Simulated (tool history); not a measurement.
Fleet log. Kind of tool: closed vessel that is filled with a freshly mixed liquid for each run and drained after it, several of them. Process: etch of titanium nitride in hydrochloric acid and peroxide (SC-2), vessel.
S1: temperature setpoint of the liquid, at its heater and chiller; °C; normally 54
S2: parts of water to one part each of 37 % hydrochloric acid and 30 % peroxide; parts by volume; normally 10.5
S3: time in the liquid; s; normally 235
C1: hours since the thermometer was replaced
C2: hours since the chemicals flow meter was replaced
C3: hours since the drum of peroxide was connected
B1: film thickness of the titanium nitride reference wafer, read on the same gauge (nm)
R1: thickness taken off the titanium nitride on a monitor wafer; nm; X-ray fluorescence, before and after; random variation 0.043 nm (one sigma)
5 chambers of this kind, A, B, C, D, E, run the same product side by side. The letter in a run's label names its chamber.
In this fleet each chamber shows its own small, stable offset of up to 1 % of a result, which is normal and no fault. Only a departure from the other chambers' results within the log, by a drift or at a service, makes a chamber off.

run	hour	S1	S2	S3	C1	C2	C3	B1	R1
1E	11	54	10.5	235	850.5	340.4	20.8	79.986	7.3546
2D	21.1	54	10.5	235	39.5	542	845.9	80.026	7.4311
3A	29	54	10.5	235	130.2	196.5	147.8	80.018	7.5013
4C	36.3	54	10.5	235	429.6	333.9	1420.6	80.005	7.6003
5B	47.2	54	10.5	235	611.1	1803	600.3	80.01	7.3804
6B	57.6	54	10.5	235	621.5	1813.4	610.7	79.974	7.4673
7A	70.7	54	10.5	235	171.9	238.2	189.5	79.969	7.5439
8D	85.2	54	10.5	235	103.6	606.1	910	79.996	7.5251
9E	95.4	60	10.5	120	934.9	424.8	105.2	80	5.6042
10C	104.3	60	10.5	120	497.6	401.9	1488.6	79.966	5.6092
# hour 111.6: chamber D: new drum of peroxide connected
11A	111.9	60	10.5	120	213.1	279.4	230.7	80.01	5.5922
# hour 112.2: chamber B: new drum of peroxide connected
12E	122.3	60	10.5	120	961.8	451.7	132.1	79.986	5.5793
13D	129.7	60	10.5	120	148.1	650.6	18.1	79.991	5.6558
14C	143.4	54	10.5	235	536.7	441	1527.7	79.989	7.4778
15B	158	54	10.5	235	721.9	1913.8	45.9	80	7.3072
# hour 158.3: chamber A: new drum of peroxide connected
# hour 158.8: chamber C: new drum of peroxide connected
# hour 167.6: chamber E: thermometer replaced
16D	172.2	54	10.5	235	190.6	693.1	60.6	79.995	7.4989
17B	186.9	54	10.5	235	750.8	1942.7	74.8	79.988	7.3139
# hour 198.8: chamber E: chemicals flow meter replaced
18C	201.2	54	10.5	235	594.5	498.8	42.5	79.972	7.463
19E	208.3	54	10.5	235	40.8	9.6	218.1	79.97	7.5056
20A	217.6	54	10.5	235	318.8	385.1	59.4	79.985	7.5276
21B	230.9	54	10.5	235	794.8	1986.7	118.8	80.031	7.3267
22E	244.5	54	10.5	235	77	45.8	254.3	79.995	7.4739
23C	257.5	54	10.5	235	650.8	555.1	98.8	80.021	7.4879
24A	265.8	54	10.5	235	367	433.3	107.6	80.008	7.4805
25D	274.8	54	10.5	235	293.2	795.7	163.2	80.042	7.4038
26D	281.8	54	10.5	235	300.2	802.7	170.2	80	7.5301
27E	291.7	54	10.5	235	124.2	93	301.5	80.016	7.5425
28C	302.4	61	10.5	235	695.7	600	143.7	80.012	11.53
29B	311.7	61	10.5	235	875.6	2067.5	199.6	79.99	11.229
30A	325.1	61	10.5	235	426.3	492.6	166.9	79.999	11.813
31E	340.8	61	10.5	235	173.3	142.1	350.6	80.002	11.812
32C	351.5	61	10.5	235	744.8	649.1	192.8	79.946	11.564

For the next run the whole fleet of 5 chambers uses the same settings. Give each chamber's results:
33A	362.8	54	12	235					?
33B	362.8	54	12	235					?
33C	362.8	54	12	235					?
33D	362.8	54	12	235					?
33E	362.8	54	12	235					?

run	R1
33A	6.7725
33B	6.3105
33C	6.7218
33D	6.6708
33E	6.6416
